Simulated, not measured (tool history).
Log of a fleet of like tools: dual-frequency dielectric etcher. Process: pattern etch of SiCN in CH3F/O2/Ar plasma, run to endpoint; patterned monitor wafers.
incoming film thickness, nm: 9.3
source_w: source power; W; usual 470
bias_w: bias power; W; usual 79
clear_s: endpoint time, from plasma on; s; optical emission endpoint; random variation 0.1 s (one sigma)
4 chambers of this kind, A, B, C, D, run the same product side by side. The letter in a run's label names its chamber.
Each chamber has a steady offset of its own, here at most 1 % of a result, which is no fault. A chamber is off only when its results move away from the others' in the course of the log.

{"run": "1B", "day": 0.333, "source_w": 470, "bias_w": 79, "clear_s": 22.653}
{"run": "2A", "day": 0.75, "source_w": 470, "bias_w": 79, "clear_s": 22.795}
{"run": "3D", "day": 1.167, "source_w": 470, "bias_w": 79, "clear_s": 22.591}
{"day": 1.467, "done": "chamber C: wet clean of the chamber"}
{"run": "4C", "day": 1.721, "source_w": 470, "bias_w": 79, "clear_s": 22.399}
{"run": "5D", "day": 2.292, "source_w": 540, "bias_w": 72, "clear_s": 22.175}
{"run": "6C", "day": 2.596, "source_w": 540, "bias_w": 72, "clear_s": 22.075}
{"run": "7B", "day": 3.029, "source_w": 540, "bias_w": 72, "clear_s": 22.187}
{"run": "8A", "day": 3.638, "source_w": 540, "bias_w": 72, "clear_s": 22.297}
{"run": "9C", "day": 4.242, "source_w": 470, "bias_w": 79, "clear_s": 22.397}
{"run": "10D", "day": 4.842, "source_w": 470, "bias_w": 79, "clear_s": 22.372}
{"run": "11B", "day": 5.3, "source_w": 470, "bias_w": 79, "clear_s": 22.656}
{"run": "12A", "day": 5.629, "source_w": 470, "bias_w": 79, "clear_s": 22.705}
{"run": "13D", "day": 6.1, "source_w": 470, "bias_w": 79, "clear_s": 22.462}
{"run": "14A", "day": 6.642, "source_w": 470, "bias_w": 79, "clear_s": 22.696}
{"run": "15B", "day": 6.967, "source_w": 360, "bias_w": 79, "clear_s": 25.043}
{"run": "16C", "day": 7.55, "source_w": 360, "bias_w": 79, "clear_s": 24.763}
{"run": "17D", "day": 8.204, "source_w": 360, "bias_w": 79, "clear_s": 24.942}
{"run": "18A", "day": 8.792, "source_w": 360, "bias_w": 79, "clear_s": 25.074}
{"day": 9.125, "done": "chamber D: wet clean of the chamber"}
{"run": "19B", "day": 9.162, "source_w": 470, "bias_w": 79, "clear_s": 22.652}
{"run": "20C", "day": 9.75, "source_w": 470, "bias_w": 79, "clear_s": 22.328}
{"day": 9.858, "done": "chamber A: wet clean of the chamber"}
{"run": "21D", "day": 10.321, "source_w": 470, "bias_w": 79, "clear_s": 22.624}
{"run": "22C", "day": 10.708, "source_w": 470, "bias_w": 70, "clear_s": 23.397}
{"run": "23B", "day": 11.317, "source_w": 470, "bias_w": 70, "clear_s": 23.549}
{"run": "24A", "day": 11.783, "source_w": 470, "bias_w": 70, "clear_s": 22.721}
{"day": 11.867, "done": "chamber B: wet clean of the chamber"}
{"run": "25D", "day": 12.092, "source_w": 470, "bias_w": 70, "clear_s": 23.503}
{"run": "26B", "day": 12.583, "source_w": 470, "bias_w": 79, "clear_s": 22.538}
{"run": "27A", "day": 13.183, "source_w": 470, "bias_w": 79, "clear_s": 21.689}
{"run": "28C", "day": 13.612, "source_w": 470, "bias_w": 79, "clear_s": 22.472}
{"run": "29A", "day": 13.95, "source_w": 470, "bias_w": 79, "clear_s": 21.48}
{"run": "30D", "day": 14.417, "source_w": 470, "bias_w": 79, "clear_s": 22.689}
{"run": "31B", "day": 15.054, "source_w": 470, "bias_w": 79, "clear_s": 22.555}
{"run": "32C", "day": 15.35, "source_w": 470, "bias_w": 79, "clear_s": 22.424}
{"run": "33D", "day": 15.929, "source_w": 510, "bias_w": 85, "clear_s": 21.206}
{"run": "34C", "day": 16.275, "source_w": 510, "bias_w": 85, "clear_s": 21.225}
{"run": "35B", "day": 16.671, "source_w": 510, "bias_w": 85, "clear_s": 21.349}
{"run": "36A", "day": 17.162, "source_w": 510, "bias_w": 85, "clear_s": 20.596}
{"run": "37C", "day": 17.808, "source_w": 470, "bias_w": 79, "clear_s": 22.298}
{"run": "38D", "day": 18.171, "source_w": 470, "bias_w": 79, "clear_s": 22.612}
{"run": "39B", "day": 18.65, "source_w": 470, "bias_w": 79, "clear_s": 22.646}
{"run": "40A", "day": 19.146, "source_w": 470, "bias_w": 71, "clear_s": 22.435}
{"run": "41C", "day": 19.554, "source_w": 470, "bias_w": 71, "clear_s": 23.385}
{"run": "42D", "day": 20.054, "source_w": 470, "bias_w": 71, "clear_s": 23.218}
{"run": "43A", "day": 20.442, "source_w": 470, "bias_w": 71, "clear_s": 22.695}

What goes on in this fleet: one chamber off, a drifting gauge, or nothing beyond the chambers' own small offsets? Name the chamber and the cause, if any.

A service left chamber A off against the others.
Cause: etch rate over this chamber's usual, % = 4.72.

Here are 4 candidates for chamber A's next run, each the usual settings with a change, their results left as question marks. Which one brings its results back in line with what the others give on the usual settings?
In line means no further than this from the other chambers' mean on the usual settings: clear_s 0.350 s
{"run": "44A-1", "day": 20.912, "source_w": 490, "bias_w": 83, "clear_s": "?"}
{"run": "44A-2", "day": 20.912, "source_w": 450, "bias_w": 75, "clear_s": "?"}
{"run": "44A-3", "day": 20.912, "source_w": 480, "bias_w": 80, "clear_s": "?"}
{"run": "44A-4", "day": 20.912, "source_w": 460, "bias_w": 78, "clear_s": "?"}

The other chambers' mean on the usual settings: clear_s 22.533 s
run=44A-1 clear_s=21.016
run=44A-2 clear_s=22.494
run=44A-3 clear_s=21.460
run=44A-4 clear_s=22.001
44A-2 brings the chamber back in line.
